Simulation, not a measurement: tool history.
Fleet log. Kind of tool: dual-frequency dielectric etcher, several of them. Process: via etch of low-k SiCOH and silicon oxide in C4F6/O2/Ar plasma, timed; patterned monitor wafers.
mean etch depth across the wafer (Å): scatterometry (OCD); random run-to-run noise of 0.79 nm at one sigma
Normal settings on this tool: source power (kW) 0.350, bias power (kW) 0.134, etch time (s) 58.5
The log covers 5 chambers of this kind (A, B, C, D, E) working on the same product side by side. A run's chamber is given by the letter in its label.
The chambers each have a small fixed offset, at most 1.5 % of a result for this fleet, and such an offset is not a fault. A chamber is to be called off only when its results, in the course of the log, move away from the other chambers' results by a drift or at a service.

| run | day | source power (kW) | bias power (kW) | etch time (s) | read-back reference wafer on the same gauge, depth_nm | mean etch depth across the wafer (Å) |
|---|---|---|---|---|---|---|
| 1B | 0.317 | 0.350 | 0.134 | 58.5 | 156.09 | 1320.20 |
|  | 0.329 | chamber C: wet clean of the chamber |
| 2D | 0.558 | 0.350 | 0.134 | 58.5 | 156.36 | 1309.70 |
| 3C | 0.858 | 0.350 | 0.134 | 58.5 | 155.71 | 1320.50 |
|  | 1.096 | chamber B: wet clean of the chamber |
| 4E | 1.183 | 0.350 | 0.134 | 58.5 | 156.13 | 1318.90 |
| 5A | 1.433 | 0.350 | 0.134 | 58.5 | 156.28 | 1306.40 |
| 6D | 1.600 | 0.350 | 0.134 | 58.5 | 156.03 | 1326.70 |
| 7C | 1.908 | 0.350 | 0.153 | 58.5 | 156.05 | 1350.40 |
| 8E | 2.125 | 0.350 | 0.153 | 58.5 | 156.13 | 1372.90 |
| 9B | 2.362 | 0.350 | 0.153 | 58.5 | 155.95 | 1362.90 |
|  | 2.562 | chamber A: wet clean of the chamber |
| 10A | 2.571 | 0.350 | 0.153 | 58.5 | 156.05 | 1307.80 |
| 11C | 2.729 | 0.350 | 0.153 | 58.5 | 156.08 | 1356.50 |
| 12D | 2.925 | 0.350 | 0.134 | 58.5 | 156.03 | 1319.90 |
| 13A | 3.108 | 0.350 | 0.134 | 58.5 | 156.10 | 1244.60 |
| 14E | 3.396 | 0.350 | 0.134 | 58.5 | 156.23 | 1311.40 |
| 15B | 3.746 | 0.350 | 0.134 | 58.5 | 155.75 | 1320.10 |
| 16D | 3.950 | 0.350 | 0.134 | 58.5 | 156.05 | 1327.70 |
| 17E | 4.200 | 0.350 | 0.134 | 58.5 | 156.14 | 1322.40 |
| 18C | 4.383 | 0.350 | 0.134 | 58.5 | 156.06 | 1303.60 |
| 19A | 4.738 | 0.350 | 0.134 | 58.5 | 156.07 | 1238.50 |
| 20B | 4.988 | 0.350 | 0.134 | 58.5 | 156.15 | 1311.60 |
| 21E | 5.154 | 0.320 | 0.134 | 58.5 | 155.89 | 1280.20 |
| 22C | 5.325 | 0.320 | 0.134 | 58.5 | 156.00 | 1270.30 |
| 23A | 5.562 | 0.320 | 0.134 | 58.5 | 156.23 | 1198.60 |
| 24D | 5.867 | 0.320 | 0.134 | 58.5 | 155.71 | 1271.60 |
| 25B | 6.046 | 0.320 | 0.134 | 58.5 | 155.93 | 1281.50 |
| 26B | 6.358 | 0.280 | 0.158 | 58.5 | 155.91 | 1258.20 |
| 27E | 6.558 | 0.280 | 0.158 | 58.5 | 156.03 | 1267.90 |
| 28C | 6.892 | 0.280 | 0.158 | 58.5 | 155.95 | 1258.70 |
| 29A | 7.067 | 0.280 | 0.158 | 58.5 | 156.29 | 1192.20 |
| 30D | 7.238 | 0.280 | 0.158 | 58.5 | 156.04 | 1268.20 |
| 31B | 7.458 | 0.350 | 0.134 | 58.5 | 155.82 | 1311.60 |

Which is it: a chamber that has drifted or been left off by a service, a gauge drift common to all chambers, or only each chamber's usual small offset? If a chamber is off, name it and its likeliest cause.

A service on chamber A put it out of line with the rest.
Likeliest cause: etch rate under this chamber's usual, % = 5.09.

Here are 4 candidates for chamber A's next run, each the usual settings with a change, their results left as question marks. Which one brings its results back in line with what the others give on the usual settings?
In-line tolerance around the mean of the other chambers on the usual settings: mean etch depth across the wafer (Å) 28.00
| 32A-1 | 7.712 | 0.300 | 0.121 | 58.5 |  | ? |
| 32A-2 | 7.712 | 0.350 | 0.108 | 58.5 |  | ? |
| 32A-3 | 7.712 | 0.360 | 0.135 | 61.5 |  | ? |
| 32A-4 | 7.712 | 0.350 | 0.182 | 58.5 |  | ? |

The mean the other chambers reach with the usual settings: mean etch depth across the wafer (Å) 1318.20
| run | mean etch depth across the wafer (Å) |
|---|---|
| 32A-1 | 1136.80 |
| 32A-2 | 1170.60 |
| 32A-3 | 1326.60 |
| 32A-4 | 1367.10 |
32A-3 brings the chamber back in line.

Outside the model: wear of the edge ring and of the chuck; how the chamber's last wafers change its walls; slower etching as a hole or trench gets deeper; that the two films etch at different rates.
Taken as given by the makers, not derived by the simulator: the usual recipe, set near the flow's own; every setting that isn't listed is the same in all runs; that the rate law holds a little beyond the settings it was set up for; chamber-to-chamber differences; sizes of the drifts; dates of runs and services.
